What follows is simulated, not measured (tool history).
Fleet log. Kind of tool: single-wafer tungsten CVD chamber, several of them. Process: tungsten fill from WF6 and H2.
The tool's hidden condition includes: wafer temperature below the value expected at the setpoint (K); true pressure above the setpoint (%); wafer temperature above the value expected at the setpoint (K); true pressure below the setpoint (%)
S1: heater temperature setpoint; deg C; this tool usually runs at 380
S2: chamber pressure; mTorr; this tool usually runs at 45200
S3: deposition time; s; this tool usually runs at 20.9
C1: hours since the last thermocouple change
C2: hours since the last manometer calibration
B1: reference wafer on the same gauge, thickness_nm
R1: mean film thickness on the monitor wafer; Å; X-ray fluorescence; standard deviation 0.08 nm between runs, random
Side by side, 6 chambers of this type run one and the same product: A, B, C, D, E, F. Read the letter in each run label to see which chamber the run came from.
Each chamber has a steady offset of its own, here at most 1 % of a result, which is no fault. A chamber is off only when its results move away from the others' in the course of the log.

Run 1A, hour 8.9: usual settings; C1 1756; C2 1054; B1 42.874. Result: R1 501.47 Å.
Run 2E, hour 16.1: usual settings; C1 215.1; C2 339.5; B1 42.896. Result: R1 502.65 Å.
Run 3D, hour 24.8: usual settings; C1 1016.6; C2 1723.3; B1 42.885. Result: R1 498.94 Å.
Run 4B, hour 34.4: usual settings; C1 231.5; C2 1334.1; B1 42.881. Result: R1 495.84 Å.
Run 5C, hour 41.4: usual settings; C1 792.4; C2 933; B1 42.864. Result: R1 500.47 Å.
Run 6F, hour 48.9: usual settings but S1 366 deg C; C1 252.7; C2 175.8; B1 42.852. Result: R1 376.64 Å.
Run 7D, hour 56: usual settings but S1 366 deg C; C1 1047.8; C2 1754.5; B1 42.84. Result: R1 372.79 Å.
Run 8C, hour 64.9: usual settings but S1 366 deg C; C1 815.9; C2 956.5; B1 42.838. Result: R1 374.95 Å.
Run 9B, hour 74: usual settings but S1 366 deg C; C1 271.1; C2 1373.7; B1 42.819. Result: R1 368.83 Å.
Run 10A, hour 83.8: usual settings but S1 366 deg C; C1 1830.9; C2 1128.9; B1 42.827. Result: R1 374.07 Å.
Run 11E, hour 90.5: usual settings but S1 366 deg C; C1 289.5; C2 413.9; B1 42.818. Result: R1 375.63 Å.
Run 12F, hour 99.6: usual settings but S1 372 deg C; C1 303.4; C2 226.5; B1 42.828. Result: R1 424.98 Å.
Run 13E, hour 108.9: usual settings but S1 372 deg C; C1 307.9; C2 432.3; B1 42.804. Result: R1 424.24 Å.
Run 14C, hour 118.9: usual settings but S1 372 deg C; C1 869.9; C2 1010.5; B1 42.809. Result: R1 423.91 Å.
Run 15A, hour 125.8: usual settings but S1 372 deg C; C1 1872.9; C2 1170.9; B1 42.795. Result: R1 423.96 Å.
Run 16D, hour 134.7: usual settings but S1 372 deg C; C1 1126.5; C2 1833.2; B1 42.777. Result: R1 423.23 Å.
Run 17F, hour 144: usual settings but S1 372 deg C; C1 347.8; C2 270.9; B1 42.78. Result: R1 424.97 Å.
Run 18B, hour 149.1: usual settings; C1 346.2; C2 1448.8; B1 42.747. Result: R1 493.49 Å.
Run 19E, hour 157.8: usual settings; C1 356.8; C2 481.2; B1 42.75. Result: R1 501.44 Å.
Run 20D, hour 167.3: usual settings; C1 1159.1; C2 1865.8; B1 42.752. Result: R1 496.53 Å.
Run 21C, hour 172.1: usual settings; C1 923.1; C2 1063.7; B1 42.741. Result: R1 499.92 Å.
Run 22B, hour 178.7: usual settings; C1 375.8; C2 1478.4; B1 42.744. Result: R1 493.4 Å.
Run 23F, hour 188.2: usual settings; C1 392; C2 315.1; B1 42.761. Result: R1 498.39 Å.
Run 24A, hour 197.3: usual settings; C1 1944.4; C2 1242.4; B1 42.738. Result: R1 499.76 Å.
Run 25B, hour 204.3: usual settings; C1 401.4; C2 1504; B1 42.728. Result: R1 493.28 Å.
Run 26E, hour 209.4: usual settings; C1 408.4; C2 532.8; B1 42.729. Result: R1 501.62 Å.
At hour 212.9: chamber D: thermocouple changed; heater temperature recalibrated.
Run 27C, hour 216.8: usual settings; C1 967.8; C2 1108.4; B1 42.701. Result: R1 499.36 Å.
Run 28A, hour 226.7: usual settings; C1 1973.8; C2 1271.8; B1 42.705. Result: R1 499.86 Å.
Run 29F, hour 231.9: usual settings but S3 19.5 s; C1 435.7; C2 358.8; B1 42.694. Result: R1 465.36 Å.
Run 30D, hour 240.5: usual settings but S3 19.5 s; C1 27.7; C2 1939; B1 42.693. Result: R1 463.57 Å.
At hour 243.9: chamber B: capacitance manometer re-zeroed and calibrated.
Run 31B, hour 247.5: usual settings but S3 19.5 s; C1 444.6; C2 3.7; B1 42.68. Result: R1 458.2 Å.
Run 32A, hour 257.8: usual settings but S3 19.5 s; C1 2004.9; C2 1302.9; B1 42.684. Result: R1 466.37 Å.
Run 33E, hour 264.1: usual settings but S3 19.5 s; C1 463.1; C2 587.5; B1 42.692. Result: R1 467.52 Å.
Run 34F, hour 269.5: usual settings but S3 19.5 s; C1 473.3; C2 396.4; B1 42.677. Result: R1 465.3 Å.
Run 35C, hour 278.5: usual settings; C1 1029.5; C2 1170.1; B1 42.679. Result: R1 497.4 Å.
Run 36D, hour 286.5: usual settings; C1 73.7; C2 1985; B1 42.646. Result: R1 496.56 Å.
Run 37F, hour 291.9: usual settings but S1 370 deg C, S2 36900 mTorr; C1 495.7; C2 418.8; B1 42.66. Result: R1 370.34 Å.
Run 38C, hour 298.3: usual settings but S1 370 deg C, S2 36900 mTorr; C1 1049.3; C2 1189.9; B1 42.646. Result: R1 370.02 Å.
Run 39E, hour 307.3: usual settings but S1 370 deg C, S2 36900 mTorr; C1 506.3; C2 630.7; B1 42.646. Result: R1 370.49 Å.
Run 40D, hour 316.2: usual settings but S1 370 deg C, S2 36900 mTorr; C1 103.4; C2 2014.7; B1 42.647. Result: R1 367.77 Å.
Run 41A, hour 321: usual settings but S1 370 deg C, S2 36900 mTorr; C1 2068.1; C2 1366.1; B1 42.638. Result: R1 367.93 Å.

Is one chamber out of step, is the gauge drifting, or do the chambers differ by no more than their own small offsets? For an off chamber, give its letter and the likeliest cause.

None of the chambers is off. What moves is the gauge, dragging all their readings along together.
Most likely cause: gauge reads low (%) = 0.653.

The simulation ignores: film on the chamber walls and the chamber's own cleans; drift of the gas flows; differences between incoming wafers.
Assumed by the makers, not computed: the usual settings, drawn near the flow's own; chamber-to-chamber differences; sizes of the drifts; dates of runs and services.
